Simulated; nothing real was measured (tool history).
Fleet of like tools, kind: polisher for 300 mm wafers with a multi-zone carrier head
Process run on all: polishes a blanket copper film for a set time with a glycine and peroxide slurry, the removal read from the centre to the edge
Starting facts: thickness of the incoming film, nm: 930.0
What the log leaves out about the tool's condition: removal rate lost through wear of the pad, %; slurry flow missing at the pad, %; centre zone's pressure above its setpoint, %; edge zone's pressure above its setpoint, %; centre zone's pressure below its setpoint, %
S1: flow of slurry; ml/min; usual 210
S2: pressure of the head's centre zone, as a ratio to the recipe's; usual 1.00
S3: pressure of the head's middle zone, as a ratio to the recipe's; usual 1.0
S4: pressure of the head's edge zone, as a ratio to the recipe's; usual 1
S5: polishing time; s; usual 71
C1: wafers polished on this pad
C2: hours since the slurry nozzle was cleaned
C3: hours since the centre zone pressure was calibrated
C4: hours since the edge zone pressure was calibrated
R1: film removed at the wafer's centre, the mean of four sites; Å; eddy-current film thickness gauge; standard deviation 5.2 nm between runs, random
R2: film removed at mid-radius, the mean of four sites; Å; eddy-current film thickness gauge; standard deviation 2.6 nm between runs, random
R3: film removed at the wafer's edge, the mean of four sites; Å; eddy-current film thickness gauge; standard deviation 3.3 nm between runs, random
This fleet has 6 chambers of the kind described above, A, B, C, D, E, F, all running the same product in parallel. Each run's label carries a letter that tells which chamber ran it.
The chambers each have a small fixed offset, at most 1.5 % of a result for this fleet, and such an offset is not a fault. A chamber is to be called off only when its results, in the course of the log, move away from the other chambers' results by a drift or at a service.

{"run": "1E", "day": 0.388, "S1": 210, "S2": 1.0, "S3": 1.0, "S4": 1, "S5": 71, "C1": 783, "C2": 75.3, "C3": 245.7, "C4": 51.2, "R1": 4011.0, "R2": 3935.6, "R3": 3925.4}
{"day": 0.496, "done": "chamber C: worn pad replaced by a new one"}
{"day": 0.592, "done": "chamber F: worn pad replaced by a new one"}
{"day": 0.7, "done": "chamber A: worn pad replaced by a new one"}
{"run": "2F", "day": 0.871, "S1": 210, "S2": 1.0, "S3": 1.0, "S4": 1, "S5": 71, "C1": 45, "C2": 346.8, "C3": 1005.7, "C4": 1172.9, "R1": 3952.5, "R2": 3948.9, "R3": 3938.5}
{"day": 1.3, "done": "chamber D: slurry nozzle cleaned"}
{"run": "3D", "day": 1.362, "S1": 210, "S2": 1.0, "S3": 1.0, "S4": 1, "S5": 71, "C1": 380, "C2": 1.5, "C3": 233.5, "C4": 136.9, "R1": 4002.5, "R2": 3916.4, "R3": 4010.9}
{"run": "4A", "day": 1.854, "S1": 210, "S2": 1.0, "S3": 1.0, "S4": 1, "S5": 71, "C1": 188, "C2": 131.1, "C3": 422.6, "C4": 194.7, "R1": 3913.2, "R2": 3956.9, "R3": 4017.5}
{"day": 2.058, "done": "chamber F: slurry nozzle cleaned"}
{"run": "5C", "day": 2.15, "S1": 210, "S2": 1.0, "S3": 1.0, "S4": 1, "S5": 71, "C1": 270, "C2": 470.6, "C3": 387.0, "C4": 874.7, "R1": 3903.6, "R2": 3930.3, "R3": 3866.7}
{"run": "6B", "day": 2.633, "S1": 210, "S2": 1.0, "S3": 1.0, "S4": 1, "S5": 71, "C1": 1040, "C2": 280.0, "C3": 253.3, "C4": 218.7, "R1": 3916.2, "R2": 3956.7, "R3": 3977.8}
{"run": "7E", "day": 2.896, "S1": 210, "S2": 1.0, "S3": 1.0, "S4": 1, "S5": 71, "C1": 1192, "C2": 135.5, "C3": 305.9, "C4": 111.4, "R1": 3998.7, "R2": 3967.6, "R3": 3965.0}
{"run": "8D", "day": 3.408, "S1": 210, "S2": 1.0, "S3": 1.0, "S4": 1, "S5": 71, "C1": 713, "C2": 50.6, "C3": 282.6, "C4": 186.0, "R1": 3938.8, "R2": 3902.3, "R3": 3975.7}
{"run": "9B", "day": 3.871, "S1": 210, "S2": 1.0, "S3": 1.0, "S4": 1, "S5": 71, "C1": 1241, "C2": 309.7, "C3": 283.0, "C4": 248.4, "R1": 3942.2, "R2": 3937.5, "R3": 3916.5}
{"run": "10F", "day": 4.342, "S1": 210, "S2": 1.0, "S3": 1.0, "S4": 1, "S5": 71, "C1": 611, "C2": 54.8, "C3": 1089.0, "C4": 1256.2, "R1": 3896.3, "R2": 3923.1, "R3": 3943.4}
{"day": 4.588, "done": "chamber E: worn pad replaced by a new one"}
{"day": 4.662, "done": "chamber B: worn pad replaced by a new one"}
{"run": "11A", "day": 4.696, "S1": 210, "S2": 1.0, "S3": 1.1, "S4": 1, "S5": 64, "C1": 651, "C2": 199.3, "C3": 490.8, "C4": 262.9, "R1": 3551.4, "R2": 3889.7, "R3": 3529.3}
{"run": "12C", "day": 5.038, "S1": 210, "S2": 1.0, "S3": 1.1, "S4": 1, "S5": 64, "C1": 740, "C2": 539.9, "C3": 456.3, "C4": 944.0, "R1": 3610.0, "R2": 3929.6, "R3": 3567.8}
{"run": "13E", "day": 5.488, "S1": 210, "S2": 1.0, "S3": 1.1, "S4": 1, "S5": 64, "C1": 146, "C2": 197.7, "C3": 368.1, "C4": 173.6, "R1": 3527.3, "R2": 3862.0, "R3": 3542.5}
{"day": 5.533, "done": "chamber F: worn pad replaced by a new one"}
{"run": "14A", "day": 5.888, "S1": 210, "S2": 1.0, "S3": 1.1, "S4": 1, "S5": 64, "C1": 845, "C2": 227.9, "C3": 519.4, "C4": 291.5, "R1": 3500.9, "R2": 3905.2, "R3": 3540.5}
{"run": "15D", "day": 6.267, "S1": 210, "S2": 1.0, "S3": 1.1, "S4": 1, "S5": 64, "C1": 1179, "C2": 119.2, "C3": 351.2, "C4": 254.6, "R1": 3583.9, "R2": 3836.1, "R3": 3583.7}
{"day": 6.696, "done": "chamber C: worn pad replaced by a new one"}
{"run": "16B", "day": 6.758, "S1": 210, "S2": 1.0, "S3": 1.1, "S4": 1, "S5": 64, "C1": 342, "C2": 379.0, "C3": 352.3, "C4": 317.7, "R1": 3596.4, "R2": 3908.2, "R3": 3545.0}
{"run": "17F", "day": 7.321, "S1": 210, "S2": 1.0, "S3": 1.0, "S4": 1, "S5": 71, "C1": 291, "C2": 126.3, "C3": 1160.5, "C4": 1327.7, "R1": 3947.7, "R2": 3965.5, "R3": 3964.8}
{"day": 7.375, "done": "chamber A: worn pad replaced by a new one"}
{"run": "18C", "day": 7.779, "S1": 210, "S2": 1.0, "S3": 1.0, "S4": 1, "S5": 71, "C1": 176, "C2": 605.7, "C3": 522.1, "C4": 1009.8, "R1": 4011.5, "R2": 3980.5, "R3": 3879.3}
{"run": "19B", "day": 8.192, "S1": 210, "S2": 1.0, "S3": 1.0, "S4": 1, "S5": 71, "C1": 575, "C2": 413.4, "C3": 386.7, "C4": 352.1, "R1": 3938.4, "R2": 3986.6, "R3": 3893.4}
{"run": "20F", "day": 8.625, "S1": 210, "S2": 1.0, "S3": 1.0, "S4": 1, "S5": 71, "C1": 504, "C2": 157.6, "C3": 1191.8, "C4": 1359.0, "R1": 3934.6, "R2": 3909.1, "R3": 3980.5}
{"day": 8.771, "done": "chamber F: centre zone pressure recalibrated"}
{"day": 8.862, "done": "chamber D: worn pad replaced by a new one"}
{"run": "21D", "day": 9.175, "S1": 210, "S2": 1.0, "S3": 1.0, "S4": 1, "S5": 71, "C1": 50, "C2": 189.0, "C3": 421.0, "C4": 324.4, "R1": 3964.4, "R2": 3967.5, "R3": 3986.0}
{"run": "22E", "day": 9.458, "S1": 210, "S2": 1.0, "S3": 1.0, "S4": 1, "S5": 71, "C1": 793, "C2": 293.0, "C3": 463.4, "C4": 268.9, "R1": 3962.7, "R2": 3895.3, "R3": 3915.4}
{"day": 9.512, "done": "chamber A: centre zone pressure recalibrated"}
{"run": "23C", "day": 9.796, "S1": 210, "S2": 1.0, "S3": 1.0, "S4": 1, "S5": 71, "C1": 505, "C2": 654.1, "C3": 570.5, "C4": 1058.2, "R1": 4038.5, "R2": 3982.0, "R3": 3933.2}
{"day": 10.071, "done": "chamber B: centre zone pressure recalibrated"}
{"run": "24A", "day": 10.158, "S1": 210, "S2": 1.0, "S3": 1.0, "S4": 1, "S5": 71, "C1": 453, "C2": 330.4, "C3": 15.5, "C4": 394.0, "R1": 3983.8, "R2": 3962.3, "R3": 3986.5}
{"run": "25C", "day": 10.488, "S1": 210, "S2": 1.0, "S3": 1.0, "S4": 1, "S5": 71, "C1": 618, "C2": 670.7, "C3": 587.1, "C4": 1074.8, "R1": 4016.5, "R2": 4003.7, "R3": 3913.8}
{"day": 10.517, "done": "chamber F: worn pad replaced by a new one"}
{"day": 10.862, "done": "chamber F: edge zone pressure recalibrated"}
{"run": "26E", "day": 10.971, "S1": 210, "S2": 1.0, "S3": 1.0, "S4": 1, "S5": 71, "C1": 1040, "C2": 329.3, "C3": 499.7, "C4": 305.2, "R1": 3907.2, "R2": 3887.4, "R3": 3937.1}
{"run": "27F", "day": 11.242, "S1": 210, "S2": 1.0, "S3": 1.0, "S4": 1, "S5": 71, "C1": 118, "C2": 220.4, "C3": 59.3, "C4": 9.2, "R1": 4002.1, "R2": 3926.8, "R3": 3914.7}
{"day": 11.508, "done": "chamber A: slurry nozzle cleaned"}
{"run": "28B", "day": 11.562, "S1": 210, "S2": 1.0, "S3": 1.0, "S4": 1, "S5": 71, "C1": 1124, "C2": 494.3, "C3": 35.9, "C4": 433.0, "R1": 3924.6, "R2": 3930.9, "R3": 3885.2}
{"day": 11.979, "done": "chamber B: worn pad replaced by a new one"}
{"run": "29A", "day": 12.004, "S1": 210, "S2": 1.11, "S3": 1.0, "S4": 1, "S5": 71, "C1": 754, "C2": 11.9, "C3": 59.8, "C4": 438.3, "R1": 4413.7, "R2": 3922.0, "R3": 3998.6}
{"run": "30D", "day": 12.45, "S1": 210, "S2": 1.11, "S3": 1.0, "S4": 1, "S5": 71, "C1": 584, "C2": 267.6, "C3": 499.6, "C4": 403.0, "R1": 4294.8, "R2": 3924.6, "R3": 4006.8}
{"run": "31A", "day": 12.888, "S1": 210, "S2": 1.11, "S3": 1.0, "S4": 1, "S5": 71, "C1": 898, "C2": 33.1, "C3": 81.0, "C4": 459.5, "R1": 4414.9, "R2": 3924.0, "R3": 3942.8}
{"day": 13.042, "done": "chamber C: worn pad replaced by a new one"}
{"run": "32C", "day": 13.271, "S1": 210, "S2": 1.11, "S3": 1.0, "S4": 1, "S5": 71, "C1": 37, "C2": 737.5, "C3": 653.9, "C4": 1141.6, "R1": 4434.8, "R2": 3965.1, "R3": 3913.6}
{"day": 13.542, "done": "chamber E: worn pad replaced by a new one"}
{"run": "33B", "day": 13.779, "S1": 210, "S2": 1.11, "S3": 1.0, "S4": 1, "S5": 71, "C1": 293, "C2": 547.5, "C3": 89.1, "C4": 486.2, "R1": 4356.4, "R2": 3965.2, "R3": 3874.4}
{"run": "34D", "day": 14.312, "S1": 210, "S2": 1.11, "S3": 1.0, "S4": 1, "S5": 71, "C1": 888, "C2": 312.3, "C3": 544.3, "C4": 447.7, "R1": 4486.1, "R2": 3911.6, "R3": 3921.1}
{"run": "35E", "day": 14.862, "S1": 210, "S2": 1.0, "S3": 1.0, "S4": 1, "S5": 71, "C1": 215, "C2": 422.7, "C3": 593.1, "C4": 398.6, "R1": 3951.3, "R2": 3949.2, "R3": 3940.8}
{"run": "36F", "day": 15.429, "S1": 210, "S2": 1.0, "S3": 1.0, "S4": 1, "S5": 71, "C1": 801, "C2": 320.9, "C3": 159.8, "C4": 109.7, "R1": 3893.0, "R2": 3939.0, "R3": 3948.1}
{"run": "37B", "day": 15.912, "S1": 265, "S2": 1.0, "S3": 1.0, "S4": 1, "S5": 56, "C1": 641, "C2": 598.7, "C3": 140.3, "C4": 537.4, "R1": 3197.8, "R2": 3249.5, "R3": 3142.6}
{"day": 16.033, "done": "chamber F: worn pad replaced by a new one"}
{"run": "38F", "day": 16.167, "S1": 265, "S2": 1.0, "S3": 1.0, "S4": 1, "S5": 56, "C1": 22, "C2": 338.6, "C3": 177.5, "C4": 127.4, "R1": 3241.4, "R2": 3196.7, "R3": 3172.3}

Which is it: a chamber that has drifted or been left off by a service, a gauge drift common to all chambers, or only each chamber's usual small offset? If a chamber is off, name it and its likeliest cause.

Beyond each chamber's small constant offset nothing stands out, and the gauge stays steady.
